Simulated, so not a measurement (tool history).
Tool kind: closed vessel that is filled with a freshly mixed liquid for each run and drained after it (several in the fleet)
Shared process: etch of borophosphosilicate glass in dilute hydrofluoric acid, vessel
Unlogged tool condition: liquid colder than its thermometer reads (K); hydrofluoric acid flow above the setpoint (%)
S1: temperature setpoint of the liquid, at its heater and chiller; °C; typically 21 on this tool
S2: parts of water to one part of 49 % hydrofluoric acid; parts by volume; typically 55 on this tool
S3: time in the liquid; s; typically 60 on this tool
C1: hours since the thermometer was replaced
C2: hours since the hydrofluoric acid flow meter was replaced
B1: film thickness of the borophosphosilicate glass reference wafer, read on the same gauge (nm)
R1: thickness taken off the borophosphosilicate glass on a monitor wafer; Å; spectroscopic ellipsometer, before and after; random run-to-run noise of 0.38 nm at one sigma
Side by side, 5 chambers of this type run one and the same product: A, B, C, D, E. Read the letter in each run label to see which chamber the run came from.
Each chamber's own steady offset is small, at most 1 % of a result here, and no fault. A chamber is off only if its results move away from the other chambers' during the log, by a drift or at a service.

run 1A hour=3.9 | S1=21 S2=55 S3=60 | C1=2167.0 C2=1442.0 | B1=90.014 | R1=708.25
run 2C hour=8.5 | S1=21 S2=55 S3=60 | C1=676.3 C2=38.4 | B1=90.000 | R1=715.40
run 3E hour=13.3 | S1=21 S2=55 S3=60 | C1=1227.0 C2=364.3 | B1=90.011 | R1=698.94
run 4D hour=17.8 | S1=21 S2=55 S3=60 | C1=2547.5 C2=905.9 | B1=90.002 | R1=713.56
run 5B hour=24.0 | S1=17 S2=55 S3=30 | C1=435.0 C2=469.4 | B1=90.007 | R1=298.84
run 6B hour=27.2 | S1=17 S2=55 S3=30 | C1=438.2 C2=472.6 | B1=90.001 | R1=298.48
run 7A hour=31.1 | S1=17 S2=55 S3=30 | C1=2194.2 C2=1469.2 | B1=89.977 | R1=297.10
run 8E hour=36.7 | S1=17 S2=55 S3=30 | C1=1250.4 C2=387.7 | B1=89.978 | R1=297.33
run 9C hour=43.0 | S1=17 S2=55 S3=30 | C1=710.8 C2=72.9 | B1=89.992 | R1=300.25
run 10D hour=49.3 | S1=21 S2=55 S3=60 | C1=2579.0 C2=937.4 | B1=90.001 | R1=707.42
-- hour=52.0 chamber B: hydrofluoric acid flow meter replaced
run 11B hour=54.7 | S1=19 S2=55 S3=35 | C1=465.7 C2=2.8 | B1=90.004 | R1=376.50
run 12E hour=57.6 | S1=19 S2=55 S3=35 | C1=1271.3 C2=408.6 | B1=89.999 | R1=373.86
run 13C hour=64.0 | S1=19 S2=55 S3=35 | C1=731.8 C2=93.9 | B1=89.990 | R1=381.75
run 14A hour=69.0 | S1=19 S2=55 S3=35 | C1=2232.1 C2=1507.1 | B1=89.997 | R1=378.60
run 15D hour=72.7 | S1=19 S2=55 S3=35 | C1=2602.4 C2=960.8 | B1=90.009 | R1=380.41
run 16E hour=77.2 | S1=21 S2=55 S3=60 | C1=1290.9 C2=428.2 | B1=90.019 | R1=706.61
run 17C hour=80.6 | S1=21 S2=55 S3=60 | C1=748.4 C2=110.5 | B1=90.019 | R1=709.50
run 18B hour=86.7 | S1=21 S2=55 S3=60 | C1=497.7 C2=34.8 | B1=89.998 | R1=692.73
run 19D hour=89.6 | S1=21 S2=55 S3=45 | C1=2619.3 C2=977.7 | B1=90.007 | R1=531.40
run 20A hour=94.3 | S1=21 S2=55 S3=45 | C1=2257.4 C2=1532.4 | B1=90.010 | R1=531.20
run 21C hour=98.1 | S1=21 S2=55 S3=45 | C1=765.9 C2=128.0 | B1=89.996 | R1=533.66
run 22E hour=103.7 | S1=21 S2=55 S3=45 | C1=1317.4 C2=454.7 | B1=89.995 | R1=523.82
run 23A hour=110.2 | S1=21 S2=55 S3=45 | C1=2273.3 C2=1548.3 | B1=90.002 | R1=527.20
run 24B hour=116.6 | S1=21 S2=55 S3=60 | C1=527.6 C2=64.7 | B1=90.004 | R1=697.34
run 25D hour=122.4 | S1=21 S2=55 S3=60 | C1=2652.1 C2=1010.5 | B1=90.010 | R1=710.16
run 26A hour=125.5 | S1=21 S2=55 S3=60 | C1=2288.6 C2=1563.6 | B1=89.996 | R1=703.72
run 27C hour=129.3 | S1=21 S2=55 S3=60 | C1=797.1 C2=159.2 | B1=90.022 | R1=710.53
run 28B hour=132.5 | S1=21 S2=55 S3=60 | C1=543.5 C2=80.6 | B1=90.015 | R1=685.37
run 29E hour=137.5 | S1=21 S2=55 S3=60 | C1=1351.2 C2=488.5 | B1=89.997 | R1=699.68
run 30D hour=142.1 | S1=21 S2=55 S3=60 | C1=2671.8 C2=1030.2 | B1=90.003 | R1=705.88
run 31E hour=148.2 | S1=21 S2=55 S3=60 | C1=1361.9 C2=499.2 | B1=89.996 | R1=703.52

All 5 chambers run these settings next. Forecast each chamber's results:
run 32A hour=152.9 | S1=21 S2=65 S3=60 | R1=?
run 32B hour=152.9 | S1=21 S2=65 S3=60 | R1=?
run 32C hour=152.9 | S1=21 S2=65 S3=60 | R1=?
run 32D hour=152.9 | S1=21 S2=65 S3=60 | R1=?
run 32E hour=152.9 | S1=21 S2=65 S3=60 | R1=?

run=32A R1=587.74
run=32B R1=569.14
run=32C R1=591.02
run=32D R1=599.25
run=32E R1=584.24
